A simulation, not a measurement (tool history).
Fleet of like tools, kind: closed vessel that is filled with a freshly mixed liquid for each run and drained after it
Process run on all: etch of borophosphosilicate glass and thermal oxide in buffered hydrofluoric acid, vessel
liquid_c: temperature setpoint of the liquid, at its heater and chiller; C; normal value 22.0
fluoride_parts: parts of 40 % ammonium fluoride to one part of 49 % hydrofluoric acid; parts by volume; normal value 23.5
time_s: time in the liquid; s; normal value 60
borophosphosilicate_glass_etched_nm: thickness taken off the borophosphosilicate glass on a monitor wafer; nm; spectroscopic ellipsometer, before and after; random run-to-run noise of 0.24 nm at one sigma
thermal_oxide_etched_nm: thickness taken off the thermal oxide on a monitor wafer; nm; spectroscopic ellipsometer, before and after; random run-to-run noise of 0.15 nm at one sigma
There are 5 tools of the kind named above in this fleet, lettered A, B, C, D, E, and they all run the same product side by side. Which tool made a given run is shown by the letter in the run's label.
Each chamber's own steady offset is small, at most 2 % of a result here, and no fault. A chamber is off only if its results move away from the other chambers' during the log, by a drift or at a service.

run   hour  liquid_c  fluoride_parts  time_s  hours since the thermometer was replaced  hours since the hydrofluoric acid flow meter was replaced  read-back film thickness of the borophosphosilicate glass reference wafer, read on the same gauge (nm)  read-back film thickness of the thermal oxide reference wafer, read on the same gauge (nm)  borophosphosilicate_glass_etched_nm  thermal_oxide_etched_nm
 1C    5.4      22.0            23.5      60                                     594.3                                                       36.6                                                                                                  140.00                                                                                      29.949                               61.231                   31.367
 2B   14.6      22.0            23.5      60                                     179.6                                                      195.7                                                                                                  140.00                                                                                      29.994                               62.287                   31.205
      14.8  -- chamber A: hydrofluoric acid flow meter replaced
      16.6  -- chamber D: thermometer replaced
 3E   22.5      22.0            23.5      60                                      73.2                                                      354.1                                                                                                  140.00                                                                                      30.009                               61.788                   31.202
 4D   32.0      22.0            23.5      60                                      15.5                                                      471.3                                                                                                  140.02                                                                                      29.980                               62.159                   31.413
 5A   38.9      22.0            23.5      60                                     555.8                                                       24.1                                                                                                  139.97                                                                                      29.998                               63.018                   31.081
 6A   49.7      22.0            23.5      60                                     566.6                                                       34.9                                                                                                  140.01                                                                                      29.993                               62.675                   31.069
 7B   59.7      19.5            23.5      40                                     224.7                                                      240.8                                                                                                  140.03                                                                                      29.985                               36.217                   18.073
 8E   67.5      19.5            23.5      40                                     118.2                                                      399.1                                                                                                  139.99                                                                                      29.988                               35.934                   18.055
 9C   74.8      19.5            23.5      40                                     663.7                                                      106.0                                                                                                  139.97                                                                                      29.974                               35.590                   18.079
10D   84.8      19.5            23.5      40                                      68.3                                                      524.1                                                                                                  140.01                                                                                      29.990                               36.399                   18.181
11A   90.3      19.5            23.5      40                                     607.2                                                       75.5                                                                                                  139.97                                                                                      29.985                               36.156                   17.996
12E   99.0      22.0            23.5      60                                     149.7                                                      430.6                                                                                                  139.97                                                                                      29.955                               61.757                   31.200
13D  106.6      22.0            23.5      60                                      90.1                                                      545.9                                                                                                  140.02                                                                                      30.010                               62.318                   31.521
14B  114.2      22.0            23.5      60                                     279.2                                                      295.3                                                                                                  139.99                                                                                      29.980                               62.487                   31.232
15C  121.1      22.0            23.5      60                                     710.0                                                      152.3                                                                                                  140.02                                                                                      29.983                               61.050                   31.487
16B  131.8      22.0            23.5      60                                     296.8                                                      312.9                                                                                                  139.99                                                                                      29.988                               62.012                   31.213
17D  141.2      22.0            23.5      60                                     124.7                                                      580.5                                                                                                  139.97                                                                                      29.989                               62.198                   31.297
18A  149.7      22.0            23.5      60                                     666.6                                                      134.9                                                                                                  140.01                                                                                      30.015                               62.457                   31.123
19C  156.1      22.0            23.5      60                                     745.0                                                      187.3                                                                                                  140.01                                                                                      29.972                               61.141                   31.489
20E  168.2      22.0            23.5      60                                     218.9                                                      499.8                                                                                                  140.02                                                                                      30.019                               62.370                   31.172
21C  180.1      22.0            23.5      60                                     769.0                                                      211.3                                                                                                  140.00                                                                                      30.019                               61.149                   31.044
22E  187.5      22.0            23.5      60                                     238.2                                                      519.1                                                                                                  140.02                                                                                      30.000                               62.284                   31.026
23D  197.9      22.0            23.5      60                                     181.4                                                      637.2                                                                                                  140.01                                                                                      29.994                               62.344                   31.341
24B  207.3      22.0            23.5      60                                     372.3                                                      388.4                                                                                                  140.01                                                                                      30.032                               62.021                   31.180
25A  218.8      22.0            23.5      60                                     735.7                                                      204.0                                                                                                  139.98                                                                                      29.990                               62.751                   31.132
26A  228.9      22.0            23.5      60                                     745.8                                                      214.1                                                                                                  139.98                                                                                      30.020                               62.728                   31.248
27D  234.6      22.0            23.5      60                                     218.1                                                      673.9                                                                                                  139.99                                                                                      29.995                               61.930                   31.255
28B  246.1      22.0            23.5      60                                     411.1                                                      427.2                                                                                                  139.99                                                                                      30.008                               61.757                   31.202
     250.0  -- chamber C: thermometer replaced
29C  254.9      22.0            23.5      60                                       4.9                                                      286.1                                                                                                  139.98                                                                                      30.040                               61.655                   31.360
30E  262.7      22.0            23.5      60                                     313.4                                                      594.3                                                                                                  139.97                                                                                      29.981                               62.366                   31.158
31E  271.6      22.0            23.5      60                                     322.3                                                      603.2                                                                                                  140.01                                                                                      30.027                               61.619                   31.281

Has any chamber moved away from the others, gradually or after a service, or does the common gauge drift, or do the chambers differ only by their own small steady offsets? State the chamber and the most likely cause if one applies.

Neither any chamber nor the gauge drifts; the chambers differ only by their own small, steady offsets.
